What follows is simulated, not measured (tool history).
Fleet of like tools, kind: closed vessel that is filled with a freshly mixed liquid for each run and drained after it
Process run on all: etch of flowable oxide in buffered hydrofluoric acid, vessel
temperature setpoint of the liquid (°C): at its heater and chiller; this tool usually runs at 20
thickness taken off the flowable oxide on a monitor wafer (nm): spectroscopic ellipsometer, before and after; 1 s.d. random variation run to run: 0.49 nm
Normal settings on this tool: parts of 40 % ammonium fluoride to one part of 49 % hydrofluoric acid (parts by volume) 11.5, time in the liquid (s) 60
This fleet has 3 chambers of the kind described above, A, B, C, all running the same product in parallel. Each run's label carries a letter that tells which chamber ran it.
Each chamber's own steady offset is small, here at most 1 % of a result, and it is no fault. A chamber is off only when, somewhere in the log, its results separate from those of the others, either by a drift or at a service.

run   hour  temperature setpoint of the liquid (°C)  parts of 40 % ammonium fluoride to one part of 49 % hydrofluoric acid (parts by volume)  time in the liquid (s)  hours since the thermometer was replaced  hours since the hydrofluoric acid flow meter was replaced  read-back film thickness of the flowable oxide reference wafer, read on the same gauge (nm)  thickness taken off the flowable oxide on a monitor wafer (nm)
 1C    3.4                                       20                                                                                     11.5                      60                                     306.7                                                     1152.6                                                                                          120                                                          87.276
 2A    5.8                                       20                                                                                     11.5                      60                                      64.8                                                      144.2                                                                                       119.99                                                          87.495
 3B    9.6                                       20                                                                                     11.5                      60                                     371.7                                                      135.9                                                                                          120                                                          87.159
 4C     13                                       20                                                                                     11.5                      60                                     316.3                                                     1162.2                                                                                          120                                                          86.531
 5B   16.1                                       20                                                                                     11.5                      60                                     378.2                                                      142.4                                                                                       120.01                                                          86.646
 6A     20                                       20                                                                                     11.5                      60                                        79                                                      158.4                                                                                       119.98                                                          86.986
 7B   22.7                                       20                                                                                     11.5                      60                                     384.8                                                        149                                                                                       119.98                                                          86.331
 8C   27.1                                       20                                                                                     11.5                      60                                     330.4                                                     1176.3                                                                                       119.97                                                          86.441
 9A   30.3                                       20                                                                                     11.5                      60                                      89.3                                                      168.7                                                                                       120.01                                                          87.243
10B     35                                       20                                                                                     11.5                      60                                     397.1                                                      161.3                                                                                       120.01                                                          87.209
11C   38.9                                       20                                                                                     11.5                      60                                     342.2                                                     1188.1                                                                                          120                                                          86.129
12A   41.8                                       20                                                                                     11.5                      60                                     100.8                                                      180.2                                                                                          120                                                          87.389
13B   44.5                                       20                                                                                     11.5                      60                                     406.6                                                      170.8                                                                                       120.01                                                          85.973
14C   47.4                                       20                                                                                     11.5                      60                                     350.7                                                     1196.6                                                                                          120                                                          87.214
15A     52                                     18.5                                                                                     11.5                      60                                       111                                                      190.4                                                                                       119.99                                                          79.568
16A   54.9                                     18.5                                                                                     11.5                      60                                     113.9                                                      193.3                                                                                       120.01                                                          80.127
17C   57.8                                     18.5                                                                                     11.5                      60                                     361.1                                                       1207                                                                                       120.02                                                          78.966
18B   60.3                                       20                                                                                     11.5                      60                                     422.4                                                      186.6                                                                                       120.01                                                          86.636
19A   64.9                                       20                                                                                     11.5                      60                                     123.9                                                      203.3                                                                                          120                                                          87.952
20B   68.6                                       20                                                                                     11.5                      60                                     430.7                                                      194.9                                                                                          120                                                          86.655
21C   71.5                                       20                                                                                     11.5                      60                                     374.8                                                     1220.7                                                                                       120.01                                                          85.774
22B   76.6                                       20                                                                                     11.5                      60                                     438.7                                                      202.9                                                                                       120.01                                                          86.889
23A     80                                       20                                                                                     11.5                      60                                       139                                                      218.4                                                                                          120                                                          87.512
24C   84.6                                       20                                                                                        9                      60                                     387.9                                                     1233.8                                                                                          120                                                           104.7
25B   88.9                                       20                                                                                        9                      60                                       451                                                      215.2                                                                                       120.01                                                          106.67
26C   92.8                                       20                                                                                        9                      60                                     396.1                                                       1242                                                                                       119.99                                                          105.23
27A   97.7                                       20                                                                                     11.5                      60                                     156.7                                                      236.1                                                                                          120                                                          87.171
28B  101.9                                       20                                                                                     11.5                      60                                       464                                                      228.2                                                                                       119.99                                                          86.348
29C  106.6                                       20                                                                                     11.5                      60                                     409.9                                                     1255.8                                                                                       120.01                                                          86.405
30A  110.7                                       20                                                                                     11.5                      60                                     169.7                                                      249.1                                                                                       119.99                                                          86.432
31A  115.8                                       20                                                                                     11.5                      60                                     174.8                                                      254.2                                                                                          120                                                          87.233
32B  119.2                                       20                                                                                     11.5                      60                                     481.3                                                      245.5                                                                                          120                                                          87.504
33C    124                                       20                                                                                      8.5                      60                                     427.3                                                     1273.2                                                                                          120                                                          113.05
34C  128.5                                       20                                                                                      8.5                      60                                     431.8                                                     1277.7                                                                                       119.99                                                          111.61
35B  132.1                                       20                                                                                      8.5                      60                                     494.2                                                      258.4                                                                                       119.99                                                          113.26
36A  136.1                                     17.5                                                                                      9.5                      60                                     195.1                                                      274.5                                                                                       120.01                                                          89.375
37A  141.1                                     17.5                                                                                      9.5                      60                                     200.1                                                      279.5                                                                                       119.99                                                          89.415
38C  145.6                                     17.5                                                                                      9.5                      60                                     448.9                                                     1294.8                                                                                          120                                                          88.364
39B  149.8                                       20                                                                                     11.5                      60                                     511.9                                                      276.1                                                                                       119.97                                                          87.267
40A  153.9                                       20                                                                                     11.5                      60                                     212.9                                                      292.3                                                                                       119.99                                                           86.87

All chambers now run identical settings, listed one chamber a line with results as question marks. What results will each chamber show?
41A  157.6                                       20                                                                                     11.5                      60                                                                                                                                                                                                                                                                 ?
41B  157.6                                       20                                                                                     11.5                      60                                                                                                                                                                                                                                                                 ?
41C  157.6                                       20                                                                                     11.5                      60                                                                                                                                                                                                                                                                 ?

run  thickness taken off the flowable oxide on a monitor wafer (nm)
41A                                                          87.192
41B                                                          86.106
41C                                                          86.794
